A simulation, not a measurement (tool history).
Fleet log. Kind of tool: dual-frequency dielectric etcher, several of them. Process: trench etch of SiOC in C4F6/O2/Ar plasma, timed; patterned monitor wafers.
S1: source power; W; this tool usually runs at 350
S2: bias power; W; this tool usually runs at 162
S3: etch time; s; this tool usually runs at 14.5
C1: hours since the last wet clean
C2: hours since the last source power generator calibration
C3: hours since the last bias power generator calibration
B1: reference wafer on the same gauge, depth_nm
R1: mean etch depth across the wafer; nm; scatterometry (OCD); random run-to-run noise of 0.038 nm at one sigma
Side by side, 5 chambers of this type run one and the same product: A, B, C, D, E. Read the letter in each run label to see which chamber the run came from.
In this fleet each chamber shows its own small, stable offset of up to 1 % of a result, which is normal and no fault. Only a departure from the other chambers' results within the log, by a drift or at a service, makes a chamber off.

| run | hour | S1 | S2 | S3 | C1 | C2 | C3 | B1 | R1 |
|---|---|---|---|---|---|---|---|---|---|
| 1B | 11.3 | 350 | 162 | 14.5 | 255 | 1123.1 | 2538.2 | 24.905 | 27.519 |
| 2D | 26.1 | 350 | 162 | 14.5 | 396.7 | 888.8 | 282.1 | 24.902 | 27.493 |
| 3A | 34.4 | 350 | 162 | 14.5 | 559 | 1419 | 2339.6 | 24.914 | 27.851 |
|  | 39.6 | chamber A: bias power generator calibrated |
| 4C | 43.7 | 350 | 162 | 14.5 | 573.9 | 462.1 | 1411.7 | 24.912 | 27.648 |
| 5E | 56.7 | 350 | 162 | 14.5 | 384.2 | 3426.9 | 2002.8 | 24.92 | 27.744 |
|  | 59.1 | chamber A: wet clean of the chamber |
|  | 68.4 | chamber C: wet clean of the chamber |
| 6B | 68.9 | 350 | 162 | 14.5 | 312.6 | 1180.7 | 2595.8 | 24.927 | 27.536 |
| 7D | 77.5 | 350 | 162 | 14.5 | 448.1 | 940.2 | 333.5 | 24.928 | 27.462 |
| 8A | 88.6 | 350 | 162 | 14.5 | 29.6 | 1473.2 | 49.1 | 24.924 | 27.864 |
| 9E | 97.4 | 350 | 162 | 14.5 | 424.9 | 3467.6 | 2043.5 | 24.94 | 27.778 |
| 10C | 104.7 | 260 | 131 | 14.5 | 36.4 | 523.1 | 1472.7 | 24.939 | 23.148 |
| 11C | 115.7 | 260 | 131 | 14.5 | 47.4 | 534.1 | 1483.7 | 24.93 | 23.182 |
|  | 117.4 | chamber C: bias power generator calibrated |
| 12B | 125.5 | 260 | 131 | 14.5 | 369.2 | 1237.3 | 2652.4 | 24.936 | 22.943 |
| 13A | 139.2 | 260 | 131 | 14.5 | 80.2 | 1523.8 | 99.7 | 24.938 | 23.238 |
|  | 139.9 | chamber D: wet clean of the chamber |
|  | 141.6 | chamber E: source power generator calibrated |
| 14E | 152.4 | 260 | 131 | 14.5 | 479.9 | 10.9 | 2098.5 | 24.951 | 23.188 |
| 15D | 164.9 | 350 | 162 | 14.5 | 25 | 1027.6 | 420.9 | 24.941 | 27.541 |
| 16C | 179.5 | 350 | 162 | 14.5 | 111.2 | 597.9 | 62.2 | 24.954 | 27.844 |
| 17B | 187.4 | 350 | 162 | 14.5 | 431.1 | 1299.2 | 2714.3 | 24.952 | 27.563 |
| 18A | 195.8 | 350 | 162 | 14.5 | 136.8 | 1580.4 | 156.3 | 24.955 | 27.882 |
| 19E | 204.6 | 350 | 162 | 14.5 | 532.1 | 63.1 | 2150.7 | 24.961 | 27.885 |
|  | 209.6 | chamber E: wet clean of the chamber |
| 20D | 215.4 | 350 | 162 | 14.5 | 75.5 | 1078.1 | 471.4 | 24.964 | 27.593 |
| 21A | 223 | 350 | 162 | 14.5 | 164 | 1607.6 | 183.5 | 24.978 | 27.924 |
| 22D | 234.1 | 350 | 162 | 14.5 | 94.2 | 1096.8 | 490.1 | 24.973 | 27.629 |
| 23E | 241.9 | 350 | 162 | 14.5 | 32.4 | 100.4 | 2188 | 24.98 | 27.775 |
| 24B | 252.2 | 350 | 162 | 14.5 | 495.9 | 1364 | 2779.1 | 24.977 | 27.564 |
| 25C | 266.3 | 350 | 162 | 14.5 | 198 | 684.7 | 149 | 24.977 | 27.781 |
|  | 272 | chamber B: wet clean of the chamber |
| 26C | 275.8 | 350 | 162 | 14.5 | 207.5 | 694.2 | 158.5 | 24.977 | 27.79 |
| 27E | 284.1 | 290 | 137 | 14.5 | 74.6 | 142.6 | 2230.2 | 24.987 | 24.577 |
| 28A | 295 | 290 | 137 | 14.5 | 236 | 1679.6 | 255.5 | 24.981 | 24.663 |
| 29D | 309.7 | 290 | 137 | 14.5 | 169.8 | 1172.4 | 565.7 | 24.989 | 24.34 |
| 30B | 318.7 | 290 | 137 | 14.5 | 46.7 | 1430.5 | 2845.6 | 25 | 24.35 |
| 31B | 329.4 | 290 | 137 | 14.5 | 57.4 | 1441.2 | 2856.3 | 25 | 24.356 |
| 32D | 342.2 | 350 | 162 | 14.5 | 202.3 | 1204.9 | 598.2 | 25.004 | 27.609 |
| 33C | 350.2 | 350 | 162 | 14.5 | 281.9 | 768.6 | 232.9 | 25.003 | 27.811 |
| 34E | 357.1 | 350 | 162 | 14.5 | 147.6 | 215.6 | 2303.2 | 25.009 | 27.911 |
| 35A | 369.7 | 440 | 162 | 14.5 | 310.7 | 1754.3 | 330.2 | 25.008 | 30.55 |
| 36B | 382.2 | 440 | 162 | 14.5 | 110.2 | 1494 | 2909.1 | 25.016 | 30.249 |
| 37E | 392.4 | 440 | 162 | 14.5 | 182.9 | 250.9 | 2338.5 | 25.018 | 30.539 |
| 38A | 403.6 | 440 | 162 | 14.5 | 344.6 | 1788.2 | 364.1 | 25.028 | 30.657 |
| 39D | 413.1 | 440 | 162 | 14.5 | 273.2 | 1275.8 | 669.1 | 25.016 | 30.174 |
| 40C | 422.8 | 350 | 162 | 14.5 | 354.5 | 841.2 | 305.5 | 25.027 | 27.832 |
| 41A | 433.2 | 350 | 162 | 14.5 | 374.2 | 1817.8 | 393.7 | 25.032 | 27.945 |
| 42C | 445.2 | 350 | 162 | 14.5 | 376.9 | 863.6 | 327.9 | 25.026 | 27.778 |
| 43E | 454.5 | 350 | 162 | 14.5 | 245 | 313 | 2400.6 | 25.034 | 27.863 |

Next, every chamber runs the same settings. What will each give?
| 44A | 465.3 | 350 | 162 | 17.5 |  |  |  |  | ? |
| 44B | 465.3 | 350 | 162 | 17.5 |  |  |  |  | ? |
| 44C | 465.3 | 350 | 162 | 17.5 |  |  |  |  | ? |
| 44D | 465.3 | 350 | 162 | 17.5 |  |  |  |  | ? |
| 44E | 465.3 | 350 | 162 | 17.5 |  |  |  |  | ? |

| run | R1 |
|---|---|
| 44A | 33.823 |
| 44B | 33.291 |
| 44C | 33.633 |
| 44D | 33.474 |
| 44E | 33.687 |
